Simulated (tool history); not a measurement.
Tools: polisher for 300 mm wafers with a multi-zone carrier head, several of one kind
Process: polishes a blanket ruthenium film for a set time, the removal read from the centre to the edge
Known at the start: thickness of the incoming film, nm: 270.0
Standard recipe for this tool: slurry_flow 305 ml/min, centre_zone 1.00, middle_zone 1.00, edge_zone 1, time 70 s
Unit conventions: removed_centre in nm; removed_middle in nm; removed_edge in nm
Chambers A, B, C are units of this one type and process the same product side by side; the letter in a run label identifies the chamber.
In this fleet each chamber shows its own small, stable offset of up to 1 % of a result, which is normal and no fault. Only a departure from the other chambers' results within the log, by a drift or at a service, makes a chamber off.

| run | hour | slurry_flow | centre_zone | middle_zone | edge_zone | time | wafers polished on this pad | hours since the slurry nozzle was cleaned | hours since the centre zone pressure was calibrated | hours since the edge zone pressure was calibrated | removed_centre | removed_middle | removed_edge |
|---|---|---|---|---|---|---|---|---|---|---|---|---|---|
| 1C | 11.1 | 305 | 1.00 | 1.00 | 1 | 70 | 377 | 72.0 | 637.6 | 124.8 | 87.026 | 85.806 | 87.216 |
|  | 13.3 | chamber A: worn pad replaced by a new one |
| 2B | 24.8 | 305 | 1.00 | 1.00 | 1 | 70 | 1283 | 173.1 | 535.8 | 1266.1 | 85.886 | 85.936 | 86.878 |
|  | 24.9 | chamber B: worn pad replaced by a new one |
| 3A | 35.1 | 305 | 1.00 | 1.00 | 1 | 70 | 259 | 208.2 | 211.7 | 818.0 | 85.302 | 87.143 | 86.799 |
|  | 36.3 | chamber A: slurry nozzle cleaned |
| 4C | 48.2 | 305 | 1.00 | 1.00 | 1 | 70 | 818 | 109.1 | 674.7 | 161.9 | 86.074 | 85.611 | 87.935 |
| 5A | 60.9 | 305 | 1.00 | 1.00 | 1 | 70 | 566 | 24.7 | 237.5 | 843.8 | 86.297 | 87.472 | 86.794 |
| 6B | 69.6 | 305 | 0.93 | 0.88 | 1 | 70 | 531 | 217.9 | 580.6 | 1310.9 | 79.943 | 76.613 | 87.539 |
| 7B | 82.5 | 305 | 0.93 | 0.88 | 1 | 70 | 685 | 230.8 | 593.5 | 1323.8 | 80.138 | 76.490 | 87.496 |
| 8A | 92.5 | 305 | 0.93 | 0.88 | 1 | 70 | 942 | 56.3 | 269.1 | 875.4 | 78.582 | 76.736 | 87.272 |
|  | 99.7 | chamber B: edge zone pressure recalibrated |
| 9C | 99.9 | 305 | 1.00 | 1.00 | 1 | 70 | 1433 | 160.8 | 726.4 | 213.6 | 84.995 | 85.417 | 84.599 |
|  | 105.6 | chamber A: edge zone pressure recalibrated |
| 10C | 109.3 | 305 | 1.00 | 1.00 | 1 | 91 | 1545 | 170.2 | 735.8 | 223.0 | 109.710 | 108.890 | 111.680 |
|  | 118.7 | chamber B: worn pad replaced by a new one |
| 11B | 121.7 | 305 | 1.00 | 1.00 | 1 | 91 | 36 | 270.0 | 632.7 | 22.1 | 113.960 | 111.930 | 113.080 |
|  | 123.1 | chamber A: worn pad replaced by a new one |
| 12A | 127.9 | 305 | 1.00 | 1.00 | 1 | 91 | 58 | 91.7 | 304.5 | 22.4 | 111.600 | 112.910 | 113.220 |
| 13A | 134.0 | 305 | 1.00 | 1.00 | 1 | 70 | 130 | 97.8 | 310.6 | 28.5 | 85.567 | 87.078 | 86.323 |
| 14B | 147.8 | 305 | 1.00 | 1.00 | 1 | 70 | 346 | 296.1 | 658.8 | 48.2 | 86.497 | 85.705 | 87.950 |
| 15C | 160.0 | 305 | 1.00 | 1.00 | 1 | 70 | 2148 | 220.9 | 786.5 | 273.7 | 83.241 | 83.442 | 84.589 |
| 16B | 168.2 | 305 | 1.00 | 1.00 | 1 | 70 | 589 | 316.5 | 679.2 | 68.6 | 85.013 | 85.733 | 86.521 |
| 17A | 181.7 | 305 | 1.00 | 1.00 | 1 | 70 | 698 | 145.5 | 358.3 | 76.2 | 86.616 | 87.505 | 87.044 |
| 18C | 190.6 | 305 | 1.00 | 1.00 | 1 | 61 | 2512 | 251.5 | 817.1 | 304.3 | 72.135 | 72.127 | 73.682 |
| 19C | 204.1 | 305 | 1.00 | 1.00 | 1 | 61 | 2672 | 265.0 | 830.6 | 317.8 | 72.535 | 71.800 | 73.261 |
| 20B | 214.6 | 305 | 1.00 | 1.00 | 1 | 61 | 1141 | 362.9 | 725.6 | 115.0 | 76.612 | 74.122 | 76.588 |
|  | 217.8 | chamber A: worn pad replaced by a new one |
| 21A | 224.2 | 305 | 1.00 | 1.00 | 1 | 70 | 76 | 188.0 | 400.8 | 118.7 | 86.064 | 86.352 | 88.115 |
|  | 232.4 | chamber C: centre zone pressure recalibrated |
| 22B | 235.9 | 305 | 1.00 | 1.00 | 1 | 70 | 1394 | 384.2 | 746.9 | 136.3 | 87.475 | 85.750 | 86.181 |
|  | 240.9 | chamber B: worn pad replaced by a new one |
| 23A | 244.1 | 305 | 1.00 | 1.10 | 1 | 91 | 313 | 207.9 | 420.7 | 138.6 | 110.980 | 122.420 | 113.000 |
|  | 251.6 | chamber A: slurry nozzle cleaned |
| 24C | 253.5 | 305 | 1.00 | 1.10 | 1 | 91 | 3260 | 314.4 | 21.2 | 367.2 | 106.370 | 117.430 | 108.890 |
| 25C | 260.5 | 305 | 1.00 | 1.10 | 1 | 91 | 3343 | 321.4 | 28.2 | 374.2 | 108.150 | 115.050 | 106.770 |
|  | 260.6 | chamber B: slurry nozzle cleaned |
| 26A | 266.8 | 305 | 1.00 | 1.00 | 1 | 70 | 583 | 15.3 | 443.4 | 161.3 | 86.321 | 86.708 | 87.397 |
|  | 270.2 | chamber C: slurry nozzle cleaned |
| 27B | 277.7 | 305 | 1.00 | 1.00 | 1 | 70 | 438 | 17.2 | 788.7 | 178.1 | 87.365 | 86.673 | 86.255 |
| 28B | 287.5 | 305 | 1.00 | 1.00 | 1 | 70 | 554 | 27.0 | 798.5 | 187.9 | 86.807 | 84.591 | 87.933 |
| 29A | 296.1 | 305 | 1.00 | 1.00 | 1 | 70 | 932 | 44.6 | 472.7 | 190.6 | 85.475 | 87.254 | 87.060 |
| 30C | 309.5 | 305 | 1.00 | 1.00 | 1 | 70 | 3926 | 39.4 | 77.2 | 423.2 | 80.045 | 80.031 | 81.876 |
| 31C | 318.5 | 305 | 1.00 | 1.00 | 1 | 70 | 4033 | 48.4 | 86.2 | 432.2 | 80.466 | 80.677 | 80.585 |
|  | 323.8 | chamber A: worn pad replaced by a new one |
| 32B | 331.5 | 305 | 1.00 | 1.00 | 1 | 70 | 1078 | 71.0 | 842.5 | 231.9 | 86.575 | 86.879 | 87.229 |
| 33A | 338.4 | 305 | 1.00 | 1.00 | 1 | 51 | 174 | 86.9 | 515.0 | 232.9 | 61.648 | 63.144 | 63.539 |

Predict what each chamber gives when all 3 of them run the settings below next.
| 34A | 348.5 | 305 | 1.00 | 1.00 | 1 | 70 |  |  |  |  | ? | ? | ? |
| 34B | 348.5 | 305 | 1.00 | 1.00 | 1 | 70 |  |  |  |  | ? | ? | ? |
| 34C | 348.5 | 305 | 1.00 | 1.00 | 1 | 70 |  |  |  |  | ? | ? | ? |

| run | removed_centre | removed_middle | removed_edge |
|---|---|---|---|
| 34A | 86.797 | 85.818 | 87.988 |
| 34B | 86.566 | 86.179 | 88.225 |
| 34C | 79.167 | 79.623 | 80.552 |
